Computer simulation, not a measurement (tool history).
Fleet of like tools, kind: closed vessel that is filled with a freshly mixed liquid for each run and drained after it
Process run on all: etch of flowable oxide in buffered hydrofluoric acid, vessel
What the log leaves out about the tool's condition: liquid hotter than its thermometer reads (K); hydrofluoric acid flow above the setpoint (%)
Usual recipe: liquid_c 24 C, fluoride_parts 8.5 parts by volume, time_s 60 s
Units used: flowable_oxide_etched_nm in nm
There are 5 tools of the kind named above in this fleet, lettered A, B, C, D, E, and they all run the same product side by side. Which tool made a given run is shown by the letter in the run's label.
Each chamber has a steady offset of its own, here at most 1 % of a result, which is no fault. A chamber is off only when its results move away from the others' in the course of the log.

run   hour  liquid_c  fluoride_parts  time_s  hours since the thermometer was replaced  hours since the hydrofluoric acid flow meter was replaced  read-back film thickness of the flowable oxide reference wafer, read on the same gauge (nm)  flowable_oxide_etched_nm
 1D    5.3        24             8.5      60                                    1051.6                                                     1054.8                                                                                        30.01                    196.97
 2A    9.2        24             8.5      60                                     898.3                                                     1259.6                                                                                       29.991                    198.35
 3B   14.3        24             8.5      60                                     558.7                                                      230.2                                                                                       30.008                    198.21
 4C   17.5        24             8.5      60                                    1959.8                                                        359                                                                                       30.027                    198.75
 5E   22.6      28.5             8.5      80                                     120.1                                                      363.4                                                                                       30.001                    338.39
 6A   28.1      28.5             8.5      80                                     917.2                                                     1278.5                                                                                       30.012                    336.87
 7D   32.7      28.5             8.5      80                                      1079                                                     1082.2                                                                                       30.011                    335.73
 8B   36.7      28.5             8.5      80                                     581.1                                                      252.6                                                                                       29.992                    336.94
 9C   40.8      28.5             8.5      80                                    1983.1                                                      382.3                                                                                       30.009                    336.23
10E   44.2        24             8.5      60                                     141.7                                                        385                                                                                       29.957                     199.9
11D   48.1        24             8.5      45                                    1094.4                                                     1097.6                                                                                       30.041                    147.81
12E   53.2        24             8.5      45                                     150.7                                                        394                                                                                       29.989                    149.69
13A   56.9        24             8.5      45                                       946                                                     1307.3                                                                                       29.993                    148.92
14C   61.9        24             8.5      45                                    2004.2                                                      403.4                                                                                       30.024                    148.87
15B   65.4        24             8.5      45                                     609.8                                                      281.3                                                                                       29.997                    148.44
16D   67.8        24             8.5      60                                    1114.1                                                     1117.3                                                                                        29.98                    196.94
17A   71.2        24             8.5      60                                     960.3                                                     1321.6                                                                                       29.997                    197.81
18E     76        24             8.5      60                                     173.5                                                      416.8                                                                                       30.002                    200.41
19B   81.7        24             8.5      60                                     626.1                                                      297.6                                                                                       30.003                    197.74
20C   84.2        24             8.5      60                                    2026.5                                                      425.7                                                                                        30.03                     198.5
21B   88.9        24             8.5      60                                     633.3                                                      304.8                                                                                       30.013                    199.05
      91.8  -- chamber A: thermometer replaced
22C   92.2        24             8.5      60                                    2034.5                                                      433.7                                                                                       29.988                    199.33
23E   96.2        24             8.5      60                                     193.7                                                        437                                                                                       30.027                    199.85
24A  101.9        24             8.5      60                                      10.2                                                     1352.3                                                                                       30.005                    198.89
25D    105        24             8.5      60                                    1151.3                                                     1154.5                                                                                       29.974                    198.81
26E  107.5        24             8.5      60                                       205                                                      448.3                                                                                       30.002                    200.95
27B  112.6        24             8.5      60                                       657                                                      328.5                                                                                        30.05                    199.51
28C  117.6        24             8.5      60                                    2059.9                                                      459.1                                                                                       29.998                    199.74
29A  120.4        24             8.5      60                                      28.7                                                     1370.8                                                                                       29.998                    198.45
30D  123.6        24             8.5      60                                    1169.9                                                     1173.1                                                                                       30.002                    196.15
31A  126.7        24             8.5      60                                        35                                                     1377.1                                                                                       30.002                    197.67
32D  132.5        24             8.5      60                                    1178.8                                                       1182                                                                                       29.988                    198.15
33B  136.4        24             8.5      60                                     680.8                                                      352.3                                                                                       30.013                    199.37
34E  140.7        24             8.5      60                                     238.2                                                      481.5                                                                                       30.012                    200.01
35C  144.4        24             8.5      60                                    2086.7                                                      485.9                                                                                       30.012                    197.66
36E  149.7        24             8.5      60                                     247.2                                                      490.5                                                                                       30.008                    199.52
     152.6  -- chamber B: thermometer replaced
37D    153        24             8.5      60                                    1199.3                                                     1202.5                                                                                       30.005                     197.5
38C    158        24             8.5      60                                    2100.3                                                      499.5                                                                                       30.024                    198.33
39A  163.1        24             8.5      60                                      71.4                                                     1413.5                                                                                       29.994                    198.48
40B  166.2        24             8.5      60                                      13.6                                                      382.1                                                                                       29.989                    198.63
41D  171.7        24             8.5      60                                      1218                                                     1221.2                                                                                       29.984                    197.44
42E  176.7      19.5            11.5      60                                     274.2                                                      517.5                                                                                        29.99                    119.89
43A  181.9      19.5            11.5      60                                      90.2                                                     1432.3                                                                                       30.003                    119.29

All 5 chambers run these settings next. Forecast each chamber's results:
44A  186.1        24             8.5      60                                                                                                                                                                                                                           ?
44B  186.1        24             8.5      60                                                                                                                                                                                                                           ?
44C  186.1        24             8.5      60                                                                                                                                                                                                                           ?
44D  186.1        24             8.5      60                                                                                                                                                                                                                           ?
44E  186.1        24             8.5      60                                                                                                                                                                                                                           ?

run  flowable_oxide_etched_nm
44A                    198.85
44B                    198.26
44C                    197.72
44D                    195.71
44E                     199.9
